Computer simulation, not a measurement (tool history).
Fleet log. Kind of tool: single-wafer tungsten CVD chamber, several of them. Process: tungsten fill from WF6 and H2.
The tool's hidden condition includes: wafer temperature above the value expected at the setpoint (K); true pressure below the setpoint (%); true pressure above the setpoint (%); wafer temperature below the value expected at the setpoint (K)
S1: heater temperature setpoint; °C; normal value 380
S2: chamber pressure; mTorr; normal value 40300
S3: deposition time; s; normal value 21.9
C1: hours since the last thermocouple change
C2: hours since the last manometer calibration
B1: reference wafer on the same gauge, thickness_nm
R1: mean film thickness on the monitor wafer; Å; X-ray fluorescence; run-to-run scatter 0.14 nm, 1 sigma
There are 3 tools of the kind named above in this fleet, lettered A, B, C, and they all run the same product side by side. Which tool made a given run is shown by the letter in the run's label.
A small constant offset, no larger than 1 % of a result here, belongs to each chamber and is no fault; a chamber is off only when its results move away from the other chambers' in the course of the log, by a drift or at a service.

run 1B day=0.188 | S1=380 S2=40300 S3=21.9 | C1=504.5 C2=1434.4 | B1=49.897 | R1=499.26
run 2C day=0.375 | S1=380 S2=40300 S3=21.9 | C1=238.6 C2=561.2 | B1=49.892 | R1=495.79
run 3A day=0.554 | S1=380 S2=40300 S3=21.9 | C1=898.7 C2=943.1 | B1=49.865 | R1=498.55
run 4A day=0.721 | S1=380 S2=40300 S3=21.9 | C1=902.7 C2=947.1 | B1=49.878 | R1=498.99
run 5B day=0.854 | S1=380 S2=40300 S3=21.9 | C1=520.5 C2=1450.4 | B1=49.86 | R1=498.77
run 6C day=1.05 | S1=380 S2=40300 S3=21.9 | C1=254.8 C2=577.4 | B1=49.92 | R1=496.75
run 7A day=1.2 | S1=380 S2=40300 S3=21.9 | C1=914.2 C2=958.6 | B1=49.917 | R1=497.62
run 8B day=1.371 | S1=380 S2=40300 S3=21.9 | C1=532.9 C2=1462.8 | B1=49.902 | R1=497.81
run 9C day=1.483 | S1=380 S2=40300 S3=21.9 | C1=265.2 C2=587.8 | B1=49.898 | R1=493.13
run 10A day=1.608 | S1=380 S2=40300 S3=21.9 | C1=924 C2=968.4 | B1=49.889 | R1=499.72
run 11B day=1.729 | S1=380 S2=40300 S3=21.9 | C1=541.5 C2=1471.4 | B1=49.873 | R1=500.08
run 12C day=1.958 | S1=380 S2=40300 S3=21.9 | C1=276.6 C2=599.2 | B1=49.938 | R1=492.68
run 13A day=2.192 | S1=380 S2=40300 S3=21.9 | C1=938 C2=982.4 | B1=49.9 | R1=499.43
run 14C day=2.304 | S1=374 S2=40300 S3=17.7 | C1=284.9 C2=607.5 | B1=49.921 | R1=352.69
run 15B day=2.525 | S1=374 S2=40300 S3=17.7 | C1=560.6 C2=1490.5 | B1=49.928 | R1=355.62
run 16A day=2.738 | S1=374 S2=40300 S3=17.7 | C1=951.1 C2=995.5 | B1=49.88 | R1=355.17
run 17C day=2.925 | S1=380 S2=40300 S3=21.9 | C1=299.8 C2=622.4 | B1=49.859 | R1=494.19
run 18B day=3.112 | S1=380 S2=40300 S3=21.9 | C1=574.7 C2=1504.6 | B1=49.913 | R1=497.19
run 19A day=3.288 | S1=366 S2=40300 S3=18.9 | C1=964.3 C2=1008.7 | B1=49.905 | R1=320.39
run 20B day=3.388 | S1=366 S2=40300 S3=18.9 | C1=581.3 C2=1511.2 | B1=49.931 | R1=322.23
run 21C day=3.529 | S1=366 S2=40300 S3=18.9 | C1=314.3 C2=636.9 | B1=49.928 | R1=319.5
-- day=3.717 chamber B: capacitance manometer re-zeroed and calibrated
run 22C day=3.725 | S1=380 S2=40300 S3=21.9 | C1=319 C2=641.6 | B1=49.899 | R1=494.64
run 23A day=3.896 | S1=380 S2=40300 S3=21.9 | C1=978.9 C2=1023.3 | B1=49.908 | R1=499.26
run 24B day=4.104 | S1=380 S2=40300 S3=21.9 | C1=598.5 C2=9.3 | B1=49.925 | R1=499.25
run 25A day=4.271 | S1=380 S2=40300 S3=21.9 | C1=987.9 C2=1032.3 | B1=49.916 | R1=502.07
run 26B day=4.454 | S1=380 S2=40300 S3=21.9 | C1=606.9 C2=17.7 | B1=49.909 | R1=499.11
run 27C day=4.638 | S1=380 S2=40300 S3=21.9 | C1=340.9 C2=663.5 | B1=49.901 | R1=495.37
run 28B day=4.85 | S1=380 S2=40300 S3=21.9 | C1=616.4 C2=27.2 | B1=49.912 | R1=497.25
run 29C day=4.975 | S1=380 S2=40300 S3=21.9 | C1=349 C2=671.6 | B1=49.903 | R1=496.82

Next, all 3 chambers run the settings below, one line each with question marks for the results. What does each chamber give?
run 30A day=5.146 | S1=380 S2=40300 S3=21.9 | R1=?
run 30B day=5.146 | S1=380 S2=40300 S3=21.9 | R1=?
run 30C day=5.146 | S1=380 S2=40300 S3=21.9 | R1=?

run=30A R1=500.12
run=30B R1=498.67
run=30C R1=493.49
